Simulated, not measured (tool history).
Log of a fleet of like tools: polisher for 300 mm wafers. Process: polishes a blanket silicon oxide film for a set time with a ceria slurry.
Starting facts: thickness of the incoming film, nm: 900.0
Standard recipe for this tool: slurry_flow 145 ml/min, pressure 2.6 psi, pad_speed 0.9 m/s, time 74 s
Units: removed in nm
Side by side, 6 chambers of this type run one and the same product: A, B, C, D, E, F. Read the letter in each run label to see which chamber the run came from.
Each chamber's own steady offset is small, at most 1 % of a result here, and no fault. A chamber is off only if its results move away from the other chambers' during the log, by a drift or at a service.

run,hour,slurry_flow,pressure,pad_speed,time,removed
# hour 1.4: chamber D: worn pad replaced by a new one
1D,3.6,145,2.6,0.9,74,214.90
# hour 3.9: chamber A: worn pad replaced by a new one
2C,7.2,145,2.6,0.9,74,209.71
3F,11.3,145,2.6,0.9,74,207.05
# hour 14.0: chamber F: worn pad replaced by a new one
4A,14.0,145,2.6,0.9,74,211.23
5E,18.3,145,2.6,0.9,74,210.55
6B,21.5,145,2.6,0.9,74,213.42
7F,25.8,145,2.6,0.9,74,211.09
8D,28.8,145,2.6,0.9,63,178.00
9C,31.0,145,2.6,0.9,63,179.36
10A,35.2,145,2.6,0.9,63,179.30
11B,39.2,145,2.6,0.9,63,180.11
12E,41.3,145,2.6,0.9,63,174.67
13A,45.0,145,2.6,0.9,63,179.68
14E,48.0,145,2.6,0.9,74,206.47
15B,50.7,145,2.6,0.9,74,211.85
16F,55.0,145,2.6,0.9,63,179.02
17C,58.9,145,2.6,0.9,63,180.97
# hour 59.0: chamber B: worn pad replaced by a new one
# hour 59.3: chamber F: worn pad replaced by a new one
# hour 59.4: chamber C: worn pad replaced by a new one
18D,61.3,145,2.6,0.9,63,179.43
19A,64.9,145,2.6,0.9,63,179.10
20E,67.5,145,2.6,0.9,63,174.21
21F,69.7,145,2.6,0.9,63,180.11
22B,73.9,170,2.6,0.9,83,243.42
23C,76.1,170,2.6,0.9,83,239.37
24D,79.1,170,2.6,0.9,83,244.35
25C,81.5,170,2.6,0.9,83,239.95
26F,84.6,170,2.6,0.9,83,244.06
27E,87.9,170,2.6,0.9,83,231.44
28B,91.0,145,2.6,0.9,74,210.09
29D,94.3,145,2.6,0.9,74,210.15
# hour 97.2: chamber D: worn pad replaced by a new one
# hour 97.7: chamber A: worn pad replaced by a new one
30A,98.6,145,2.6,0.9,74,211.54
31B,101.0,145,2.6,0.9,74,214.02
32D,105.2,145,2.6,0.9,74,209.26
33F,108.6,145,2.6,0.9,74,208.82
34C,111.3,145,2.6,0.9,74,210.19
35A,115.7,165,2.6,0.9,63,179.34
# hour 116.6: chamber F: worn pad replaced by a new one
36E,118.2,165,2.6,0.9,63,173.75
37C,120.5,165,2.6,0.9,63,180.09
# hour 121.0: chamber E: worn pad replaced by a new one
38B,123.7,165,2.6,0.9,63,185.55
39A,127.7,165,2.6,0.9,63,182.64
40E,130.1,165,2.6,0.9,63,173.18
41F,132.5,145,2.6,0.9,74,210.63

Read the log: is a single chamber off, either drifting away or since a service, is the gauge that measures every chamber drifting, or is nothing wrong beyond small per-chamber offsets? Name any odd chamber and what most likely caused it.

Little by little, chamber E moves away from the other chambers.
Likeliest cause: head's pressure below its setpoint, % = 5.11.
The log may not tell that from: slurry flow missing at the pad, %.

Which of the 4 candidates below, each the usual settings with something changed and its results left as question marks, puts chamber E back in line with what the other chambers give on the usual settings?
Counts as in line when no further than this from what the other chambers average on the usual settings: removed 6.00 nm
42E-1,135.7,145,2.6,0.96,78,?
42E-2,135.7,145,2.5,0.90,72,?
42E-3,135.7,145,2.7,0.90,76,?
42E-4,135.7,90,2.6,0.90,74,?

On the usual settings, the other chambers give on average: removed 210.79 nm
run,removed
42E-1,222.90
42E-2,185.54
42E-3,211.76
42E-4,178.05
It is 42E-3 that realigns the chamber with its peers.
